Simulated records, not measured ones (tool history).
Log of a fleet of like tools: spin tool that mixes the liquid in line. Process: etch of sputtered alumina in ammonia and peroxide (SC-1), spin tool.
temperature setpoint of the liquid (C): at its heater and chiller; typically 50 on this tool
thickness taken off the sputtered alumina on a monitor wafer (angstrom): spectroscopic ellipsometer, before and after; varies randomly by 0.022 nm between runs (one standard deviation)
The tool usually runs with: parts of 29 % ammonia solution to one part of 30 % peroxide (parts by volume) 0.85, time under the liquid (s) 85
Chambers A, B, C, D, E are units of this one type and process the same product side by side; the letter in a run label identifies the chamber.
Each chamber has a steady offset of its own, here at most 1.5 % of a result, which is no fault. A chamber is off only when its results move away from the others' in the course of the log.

run,hour,temperature setpoint of the liquid (C),parts of 29 % ammonia solution to one part of 30 % peroxide (parts by volume),time under the liquid (s),hours since the thermometer was replaced,hours since the ammonia flow meter was replaced,hours since the heated supply line was repaired,hours since the drum of ammonia solution was connected,"read-back film thickness of the sputtered alumina reference wafer, read on the same gauge (nm)",thickness taken off the sputtered alumina on a monitor wafer (angstrom)
1D,5,50,0.85,85,456,2402.5,2392.7,28.4,129.99,54.971
2E,11.6,50,0.85,85,893.9,87.1,2332.1,275.1,129.99,55.247
3C,19.1,50,0.85,85,1367.4,639.4,808.5,297,130,55.752
4A,27.3,50,0.85,85,716.2,595.7,940.1,35.2,130,56.347
5B,31.4,50,0.85,60,733.9,142,500.4,391.9,130.01,39.541
6E,40.4,50,0.85,60,922.7,115.9,2360.9,303.9,130,38.691
7D,48.5,50,0.85,60,499.5,2446,2436.2,71.9,130,39.135
8B,55.3,50,0.85,60,757.8,165.9,524.3,415.8,129.99,39.636
# hour 59: chamber E: new drum of ammonia solution connected
9A,61.2,50,0.85,60,750.1,629.6,974,69.1,130.02,39.474
10C,67.5,50,0.85,85,1415.8,687.8,856.9,345.4,129.98,55.99
11C,75.4,50,0.85,85,1423.7,695.7,864.8,353.3,130.01,56.188
12D,80.7,55.5,0.6,85,531.7,2478.2,2468.4,104.1,129.98,72.113
13B,86.5,55.5,0.6,85,789,197.1,555.5,447,130,73.553
14E,94.7,55.5,0.6,85,977,170.2,2415.2,35.7,130,72.292
15A,100.6,55.5,0.6,85,789.5,669,1013.4,108.5,130,73.08
16C,105.7,55.5,0.6,85,1454,726,895.1,383.6,130.02,73.096
17D,110.3,50,0.85,85,561.3,2507.8,2498,133.7,130.02,55.292
# hour 113.4: chamber D: heated supply line repaired
18A,114.8,50,0.85,85,803.7,683.2,1027.6,122.7,130.02,55.801
19E,119.1,50,0.85,85,1001.4,194.6,2439.6,60.1,130.01,55.524
20B,123.9,50,0.85,85,826.4,234.5,592.9,484.4,130.02,56.099
21B,129.9,50,0.85,85,832.4,240.5,598.9,490.4,129.98,56.505
22D,137.8,50,0.85,85,588.8,2535.3,24.4,161.2,130,55.493
23E,144.4,50,0.85,85,1026.7,219.9,2464.9,85.4,129.99,55.221
# hour 145.7: chamber A: thermometer replaced
24A,151.1,50,1.2,100,5.5,719.5,1063.9,159,130.02,67.682
25C,155.7,50,1.2,100,1504,776,945.1,433.6,129.99,68.066
26A,163.9,50,1.2,100,18.3,732.3,1076.7,171.8,129.99,67.13
27C,172.7,50,1.2,100,1521,793,962.1,450.6,130,68.029
28D,177.1,50,1.2,100,628.1,2574.6,63.7,200.5,130,67.16
29B,184.6,50,0.85,85,887.1,295.2,653.6,545.1,130.01,56.481
# hour 187.6: chamber D: new drum of ammonia solution connected
30E,189.1,50,0.85,105,1071.4,264.6,2509.6,130.1,130.02,68.2
31B,194.1,50,0.85,105,896.6,304.7,663.1,554.6,130,69.627
32C,201,50,0.85,105,1549.3,821.3,990.4,478.9,129.98,68.788
# hour 201.5: chamber C: new drum of ammonia solution connected
# hour 202: chamber C: thermometer replaced
33E,207.6,50,0.85,105,1089.9,283.1,2528.1,148.6,130,68.676
34D,211.9,50,0.85,105,662.9,2609.4,98.5,24.4,129.98,67.998
35A,216,50,0.85,85,70.4,784.4,1128.8,223.9,130.02,54.115
36E,222.9,50,0.85,85,1105.2,298.4,2543.4,163.9,130.01,55.153
37C,229.8,50,0.85,85,27.9,850.1,1019.2,28.3,130.01,56.263
38A,235.2,50,0.85,85,89.6,803.6,1148,243.1,130.01,54.572
39D,240.4,50,0.85,85,691.4,2637.9,127,52.9,130.01,55.59
# hour 243.7: chamber B: heated supply line repaired
40B,246.4,50,0.85,85,948.9,357,2.7,606.9,130.01,55.93

Has any chamber moved away from the others, gradually or after a service, or does the common gauge drift, or do the chambers differ only by their own small steady offsets? State the chamber and the most likely cause if one applies.

One chamber, A, drifts off from the rest bit by bit.
What lies behind it: temperature lost on the way to the wafer (K) = 0.681.

Here are 4 candidates for chamber A's next run, each the usual settings with a change, their results left as question marks. Which one brings its results back in line with what the others give on the usual settings?
Counts as in line when no further than this from what the other chambers average on the usual settings: thickness taken off the sputtered alumina on a monitor wafer (angstrom) 0.76
41A-1,252.8,50,0.8,85,,,,,,?
41A-2,252.8,49.5,0.85,85,,,,,,?
41A-3,252.8,50.5,0.85,85,,,,,,?
41A-4,252.8,50,0.9,85,,,,,,?

What the other chambers average on the usual settings: thickness taken off the sputtered alumina on a monitor wafer (angstrom) 55.792
run,thickness taken off the sputtered alumina on a monitor wafer (angstrom)
41A-1,53.646
41A-2,52.479
41A-3,55.461
41A-4,54.243
The right change is 41A-3: it brings the chamber back within the allowed miss of the others.

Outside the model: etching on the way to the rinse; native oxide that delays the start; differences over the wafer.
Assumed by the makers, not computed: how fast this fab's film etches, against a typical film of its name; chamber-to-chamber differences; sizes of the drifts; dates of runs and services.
